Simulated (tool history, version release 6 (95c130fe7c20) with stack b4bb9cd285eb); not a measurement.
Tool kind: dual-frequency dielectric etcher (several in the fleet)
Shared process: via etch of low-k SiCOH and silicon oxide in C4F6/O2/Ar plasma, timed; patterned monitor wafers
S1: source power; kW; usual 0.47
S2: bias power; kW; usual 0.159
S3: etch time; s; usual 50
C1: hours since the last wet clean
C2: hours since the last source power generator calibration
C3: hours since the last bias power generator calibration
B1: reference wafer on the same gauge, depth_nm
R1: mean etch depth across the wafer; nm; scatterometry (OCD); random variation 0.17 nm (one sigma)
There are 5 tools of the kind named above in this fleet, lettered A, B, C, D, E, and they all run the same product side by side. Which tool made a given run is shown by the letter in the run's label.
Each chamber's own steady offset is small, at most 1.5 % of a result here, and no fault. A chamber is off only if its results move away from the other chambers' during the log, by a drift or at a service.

{"run": "1B", "hour": 2.3, "S1": 0.47, "S2": 0.159, "S3": 50, "C1": 345.8, "C2": 4679.6, "C3": 1398.4, "B1": 128.99, "R1": 131.96}
{"run": "2A", "hour": 6.4, "S1": 0.47, "S2": 0.159, "S3": 50, "C1": 62.1, "C2": 1013.8, "C3": 1822.2, "B1": 129.05, "R1": 133.2}
{"run": "3E", "hour": 8.6, "S1": 0.47, "S2": 0.159, "S3": 50, "C1": 290.7, "C2": 1543.2, "C3": 1204.8, "B1": 129.07, "R1": 133.24}
{"run": "4C", "hour": 11.6, "S1": 0.47, "S2": 0.159, "S3": 50, "C1": 320.4, "C2": 1324.1, "C3": 1668.7, "B1": 129.09, "R1": 135.05}
{"run": "5D", "hour": 13.9, "S1": 0.47, "S2": 0.159, "S3": 50, "C1": 184, "C2": 58.4, "C3": 1293.7, "B1": 129.1, "R1": 132.16}
{"run": "6D", "hour": 17.0, "S1": 0.47, "S2": 0.159, "S3": 50, "C1": 187.1, "C2": 61.5, "C3": 1296.8, "B1": 129.13, "R1": 132.42}
{"run": "7E", "hour": 20.6, "S1": 0.47, "S2": 0.159, "S3": 50, "C1": 302.7, "C2": 1555.2, "C3": 1216.8, "B1": 129.13, "R1": 133.55}
{"hour": 21.7, "done": "chamber C: wet clean of the chamber"}
{"run": "8B", "hour": 24.7, "S1": 0.47, "S2": 0.159, "S3": 50, "C1": 368.2, "C2": 4702, "C3": 1420.8, "B1": 129.1, "R1": 132.17}
{"run": "9A", "hour": 28.7, "S1": 0.47, "S2": 0.159, "S3": 50, "C1": 84.4, "C2": 1036.1, "C3": 1844.5, "B1": 129.18, "R1": 133.4}
{"hour": 29.2, "done": "chamber C: bias power generator calibrated"}
{"run": "10C", "hour": 32.7, "S1": 0.47, "S2": 0.159, "S3": 50, "C1": 11.1, "C2": 1345.2, "C3": 3.5, "B1": 129.26, "R1": 135.07}
{"run": "11C", "hour": 36.8, "S1": 0.47, "S2": 0.159, "S3": 50, "C1": 15.2, "C2": 1349.3, "C3": 7.6, "B1": 129.29, "R1": 135.56}
{"run": "12A", "hour": 39.1, "S1": 0.47, "S2": 0.159, "S3": 50, "C1": 94.8, "C2": 1046.5, "C3": 1854.9, "B1": 129.32, "R1": 133.48}
{"run": "13B", "hour": 42.1, "S1": 0.47, "S2": 0.159, "S3": 50, "C1": 385.6, "C2": 4719.4, "C3": 1438.2, "B1": 129.31, "R1": 132.2}
{"run": "14D", "hour": 45.8, "S1": 0.47, "S2": 0.159, "S3": 50, "C1": 215.9, "C2": 90.3, "C3": 1325.6, "B1": 129.36, "R1": 132.37}
{"run": "15E", "hour": 49.7, "S1": 0.47, "S2": 0.159, "S3": 50, "C1": 331.8, "C2": 1584.3, "C3": 1245.9, "B1": 129.32, "R1": 133.74}
{"run": "16E", "hour": 53.0, "S1": 0.47, "S2": 0.159, "S3": 50, "C1": 335.1, "C2": 1587.6, "C3": 1249.2, "B1": 129.38, "R1": 133.64}
{"run": "17A", "hour": 56.9, "S1": 0.47, "S2": 0.159, "S3": 50, "C1": 112.6, "C2": 1064.3, "C3": 1872.7, "B1": 129.39, "R1": 133.46}
{"run": "18B", "hour": 59.0, "S1": 0.47, "S2": 0.159, "S3": 50, "C1": 402.5, "C2": 4736.3, "C3": 1455.1, "B1": 129.44, "R1": 132.38}
{"run": "19C", "hour": 63.3, "S1": 0.47, "S2": 0.159, "S3": 50, "C1": 41.7, "C2": 1375.8, "C3": 34.1, "B1": 129.47, "R1": 135.58}
{"run": "20D", "hour": 65.6, "S1": 0.47, "S2": 0.159, "S3": 50, "C1": 235.7, "C2": 110.1, "C3": 1345.4, "B1": 129.49, "R1": 132.61}
{"run": "21B", "hour": 69.9, "S1": 0.47, "S2": 0.159, "S3": 50, "C1": 413.4, "C2": 4747.2, "C3": 1466, "B1": 129.45, "R1": 132.79}
{"run": "22E", "hour": 72.5, "S1": 0.47, "S2": 0.159, "S3": 50, "C1": 354.6, "C2": 1607.1, "C3": 1268.7, "B1": 129.47, "R1": 133.77}
{"run": "23D", "hour": 76.2, "S1": 0.47, "S2": 0.159, "S3": 50, "C1": 246.3, "C2": 120.7, "C3": 1356, "B1": 129.52, "R1": 132.52}
{"run": "24C", "hour": 80.0, "S1": 0.47, "S2": 0.159, "S3": 50, "C1": 58.4, "C2": 1392.5, "C3": 50.8, "B1": 129.53, "R1": 135.6}
{"run": "25A", "hour": 83.3, "S1": 0.47, "S2": 0.159, "S3": 50, "C1": 139, "C2": 1090.7, "C3": 1899.1, "B1": 129.57, "R1": 133.47}
{"run": "26D", "hour": 85.4, "S1": 0.47, "S2": 0.159, "S3": 50, "C1": 255.5, "C2": 129.9, "C3": 1365.2, "B1": 129.58, "R1": 132.59}
{"run": "27B", "hour": 87.5, "S1": 0.47, "S2": 0.159, "S3": 50, "C1": 431, "C2": 4764.8, "C3": 1483.6, "B1": 129.57, "R1": 132.61}
{"run": "28E", "hour": 91.5, "S1": 0.47, "S2": 0.159, "S3": 50, "C1": 373.6, "C2": 1626.1, "C3": 1287.7, "B1": 129.62, "R1": 133.94}
{"run": "29C", "hour": 95.6, "S1": 0.47, "S2": 0.159, "S3": 50, "C1": 74, "C2": 1408.1, "C3": 66.4, "B1": 129.66, "R1": 135.68}
{"run": "30A", "hour": 97.9, "S1": 0.59, "S2": 0.159, "S3": 50, "C1": 153.6, "C2": 1105.3, "C3": 1913.7, "B1": 129.7, "R1": 146.47}

All chambers now run identical settings, listed one chamber a line with results as question marks. What results will each chamber show?
{"run": "31A", "hour": 101.0, "S1": 0.47, "S2": 0.159, "S3": 50, "R1": "?"}
{"run": "31B", "hour": 101.0, "S1": 0.47, "S2": 0.159, "S3": 50, "R1": "?"}
{"run": "31C", "hour": 101.0, "S1": 0.47, "S2": 0.159, "S3": 50, "R1": "?"}
{"run": "31D", "hour": 101.0, "S1": 0.47, "S2": 0.159, "S3": 50, "R1": "?"}
{"run": "31E", "hour": 101.0, "S1": 0.47, "S2": 0.159, "S3": 50, "R1": "?"}

run=31A R1=133.55
run=31B R1=132.87
run=31C R1=135.6
run=31D R1=132.86
run=31E R1=133.91
